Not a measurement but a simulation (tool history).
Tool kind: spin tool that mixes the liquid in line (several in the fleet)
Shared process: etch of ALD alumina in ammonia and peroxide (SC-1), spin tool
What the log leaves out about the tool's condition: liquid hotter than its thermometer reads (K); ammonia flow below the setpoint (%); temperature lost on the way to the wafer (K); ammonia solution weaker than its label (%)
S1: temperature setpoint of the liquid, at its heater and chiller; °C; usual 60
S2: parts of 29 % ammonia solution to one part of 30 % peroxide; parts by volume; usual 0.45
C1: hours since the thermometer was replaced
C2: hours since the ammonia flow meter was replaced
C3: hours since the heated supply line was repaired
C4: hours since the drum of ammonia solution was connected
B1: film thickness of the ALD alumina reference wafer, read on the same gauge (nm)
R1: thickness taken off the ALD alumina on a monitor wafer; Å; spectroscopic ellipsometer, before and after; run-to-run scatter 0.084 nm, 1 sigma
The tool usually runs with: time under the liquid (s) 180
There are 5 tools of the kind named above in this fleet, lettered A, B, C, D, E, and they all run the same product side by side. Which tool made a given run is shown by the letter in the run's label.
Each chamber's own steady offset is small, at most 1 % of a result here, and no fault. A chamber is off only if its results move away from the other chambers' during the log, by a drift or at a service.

At hour 3.2: chamber B: new drum of ammonia solution connected.
Run 1D, hour 3.4: usual settings; C1 595.7; C2 1384.8; C3 2546.8; C4 315.1; B1 119.99. Result: R1 130.620 Å.
Run 2C, hour 6.8: usual settings; C1 838.6; C2 569.5; C3 486.2; C4 786.4; B1 119.93. Result: R1 130.480 Å.
Run 3A, hour 10.5: usual settings; C1 388.6; C2 1748.5; C3 115.6; C4 512.1; B1 120.01. Result: R1 128.090 Å.
Run 4E, hour 13.8: usual settings; C1 2524.0; C2 125.6; C3 687.0; C4 903.0; B1 119.98. Result: R1 130.480 Å.
Run 5B, hour 18.7: usual settings; C1 655.4; C2 1951.2; C3 1193.3; C4 15.5; B1 120.00. Result: R1 129.570 Å.
At hour 19.2: chamber B: ammonia flow meter replaced.
Run 6D, hour 22.3: usual settings; C1 614.6; C2 1403.7; C3 2565.7; C4 334.0; B1 120.01. Result: R1 129.290 Å.
Run 7B, hour 26.4: usual settings but time under the liquid (s) 125; C1 663.1; C2 7.2; C3 1201.0; C4 23.2; B1 120.04. Result: R1 90.029 Å.
Run 8C, hour 29.7: usual settings but time under the liquid (s) 125; C1 861.5; C2 592.4; C3 509.1; C4 809.3; B1 120.02. Result: R1 89.837 Å.
Run 9A, hour 34.1: usual settings but time under the liquid (s) 125; C1 412.2; C2 1772.1; C3 139.2; C4 535.7; B1 119.99. Result: R1 89.920 Å.
Run 10E, hour 38.6: usual settings but time under the liquid (s) 125; C1 2548.8; C2 150.4; C3 711.8; C4 927.8; B1 120.00. Result: R1 90.693 Å.
Run 11B, hour 42.4: usual settings but time under the liquid (s) 125; C1 679.1; C2 23.2; C3 1217.0; C4 39.2; B1 119.97. Result: R1 90.720 Å.
Run 12A, hour 47.4: usual settings but S2 0.25 parts by volume, time under the liquid (s) 290; C1 425.5; C2 1785.4; C3 152.5; C4 549.0; B1 119.99. Result: R1 196.920 Å.
Run 13D, hour 50.2: usual settings but S2 0.25 parts by volume, time under the liquid (s) 290; C1 642.5; C2 1431.6; C3 2593.6; C4 361.9; B1 120.00. Result: R1 199.670 Å.
Run 14E, hour 54.4: usual settings but S2 0.25 parts by volume, time under the liquid (s) 290; C1 2564.6; C2 166.2; C3 727.6; C4 943.6; B1 119.92. Result: R1 196.060 Å.
Run 15C, hour 57.2: usual settings but S2 0.25 parts by volume, time under the liquid (s) 290; C1 889.0; C2 619.9; C3 536.6; C4 836.8; B1 120.00. Result: R1 198.350 Å.
Run 16A, hour 62.0: usual settings but S2 0.25 parts by volume, time under the liquid (s) 290; C1 440.1; C2 1800.0; C3 167.1; C4 563.6; B1 119.96. Result: R1 198.200 Å.
Run 17C, hour 66.3: usual settings; C1 898.1; C2 629.0; C3 545.7; C4 845.9; B1 119.99. Result: R1 129.720 Å.
Run 18B, hour 70.1: usual settings but S2 0.25 parts by volume; C1 706.8; C2 50.9; C3 1244.7; C4 66.9; B1 120.00. Result: R1 120.980 Å.
Run 19D, hour 72.7: usual settings but S2 0.25 parts by volume; C1 665.0; C2 1454.1; C3 2616.1; C4 384.4; B1 119.98. Result: R1 123.100 Å.
Run 20E, hour 76.5: usual settings but S2 0.25 parts by volume; C1 2586.7; C2 188.3; C3 749.7; C4 965.7; B1 120.02. Result: R1 121.130 Å.
Run 21B, hour 79.8: usual settings but S2 0.25 parts by volume; C1 716.5; C2 60.6; C3 1254.4; C4 76.6; B1 120.02. Result: R1 121.830 Å.
Run 22A, hour 84.7: usual settings but S2 0.25 parts by volume; C1 462.8; C2 1822.7; C3 189.8; C4 586.3; B1 120.03. Result: R1 122.150 Å.
Run 23D, hour 89.5: usual settings but S1 56 °C; C1 681.8; C2 1470.9; C3 2632.9; C4 401.2; B1 119.97. Result: R1 105.580 Å.
Run 24E, hour 92.6: usual settings but S1 56 °C; C1 2602.8; C2 204.4; C3 765.8; C4 981.8; B1 120.02. Result: R1 102.940 Å.
Run 25C, hour 97.2: usual settings but S1 56 °C; C1 929.0; C2 659.9; C3 576.6; C4 876.8; B1 120.04. Result: R1 105.920 Å.
Run 26C, hour 101.7: usual settings but S1 56 °C; C1 933.5; C2 664.4; C3 581.1; C4 881.3; B1 119.99. Result: R1 107.340 Å.
Run 27D, hour 105.3: usual settings but S1 56 °C; C1 697.6; C2 1486.7; C3 2648.7; C4 417.0; B1 119.99. Result: R1 105.780 Å.
Run 28B, hour 110.1: usual settings; C1 746.8; C2 90.9; C3 1284.7; C4 106.9; B1 120.01. Result: R1 128.220 Å.
Run 29A, hour 113.9: usual settings; C1 492.0; C2 1851.9; C3 219.0; C4 615.5; B1 119.96. Result: R1 130.450 Å.
Run 30E, hour 116.4: usual settings; C1 2626.6; C2 228.2; C3 789.6; C4 1005.6; B1 120.03. Result: R1 124.180 Å.
Run 31C, hour 121.5: usual settings; C1 953.3; C2 684.2; C3 600.9; C4 901.1; B1 120.03. Result: R1 129.140 Å.
At hour 122.6: chamber E: new drum of ammonia solution connected.
Run 32A, hour 124.2: usual settings; C1 502.3; C2 1862.2; C3 229.3; C4 625.8; B1 119.98. Result: R1 130.830 Å.
Run 33D, hour 126.8: usual settings; C1 719.1; C2 1508.2; C3 2670.2; C4 438.5; B1 120.03. Result: R1 130.950 Å.
Run 34E, hour 130.1: usual settings; C1 2640.3; C2 241.9; C3 803.3; C4 7.6; B1 120.01. Result: R1 126.760 Å.
Run 35B, hour 134.2: usual settings; C1 770.9; C2 115.0; C3 1308.8; C4 131.0; B1 119.97. Result: R1 130.190 Å.
Run 36C, hour 139.1: usual settings; C1 970.9; C2 701.8; C3 618.5; C4 918.7; B1 119.99. Result: R1 129.910 Å.
Run 37D, hour 142.8: usual settings; C1 735.1; C2 1524.2; C3 2686.2; C4 454.5; B1 119.98. Result: R1 129.970 Å.
Run 38E, hour 145.4: usual settings but time under the liquid (s) 140; C1 2655.6; C2 257.2; C3 818.6; C4 22.9; B1 119.96. Result: R1 96.809 Å.

Is one chamber off against the others, does the gauge drift, or is nothing wrong? If a chamber is off, say which, and what the likeliest cause is.

One chamber, E, drifts off from the rest bit by bit.
What lies behind it: temperature lost on the way to the wafer (K) = 0.942.
The log might look much the same if the cause were instead: liquid colder than its thermometer reads (K).

Which of the 4 candidates below, each the usual settings with something changed and its results left as question marks, puts chamber E back in line with what the other chambers give on the usual settings?
In-line tolerance around the mean of the other chambers on the usual settings: R1 2.900 Å
Run 39E-1, hour 149.4: usual settings but S1 60.5 °C, time under the liquid (s) 185. Result: R1 ?.
Run 39E-2, hour 149.4: usual settings but S1 59.0 °C. Result: R1 ?.
Run 39E-3, hour 149.4: usual settings but S2 0.50 parts by volume. Result: R1 ?.
Run 39E-4, hour 149.4: usual settings but S2 0.40 parts by volume. Result: R1 ?.

Mean of the other chambers on the usual settings: R1 129.850 Å
  run       R1
39E-1  130.230
39E-2  117.250
39E-3  124.720
39E-4  122.130
The answer is 39E-1, which returns the chamber to within the allowed miss of the others.

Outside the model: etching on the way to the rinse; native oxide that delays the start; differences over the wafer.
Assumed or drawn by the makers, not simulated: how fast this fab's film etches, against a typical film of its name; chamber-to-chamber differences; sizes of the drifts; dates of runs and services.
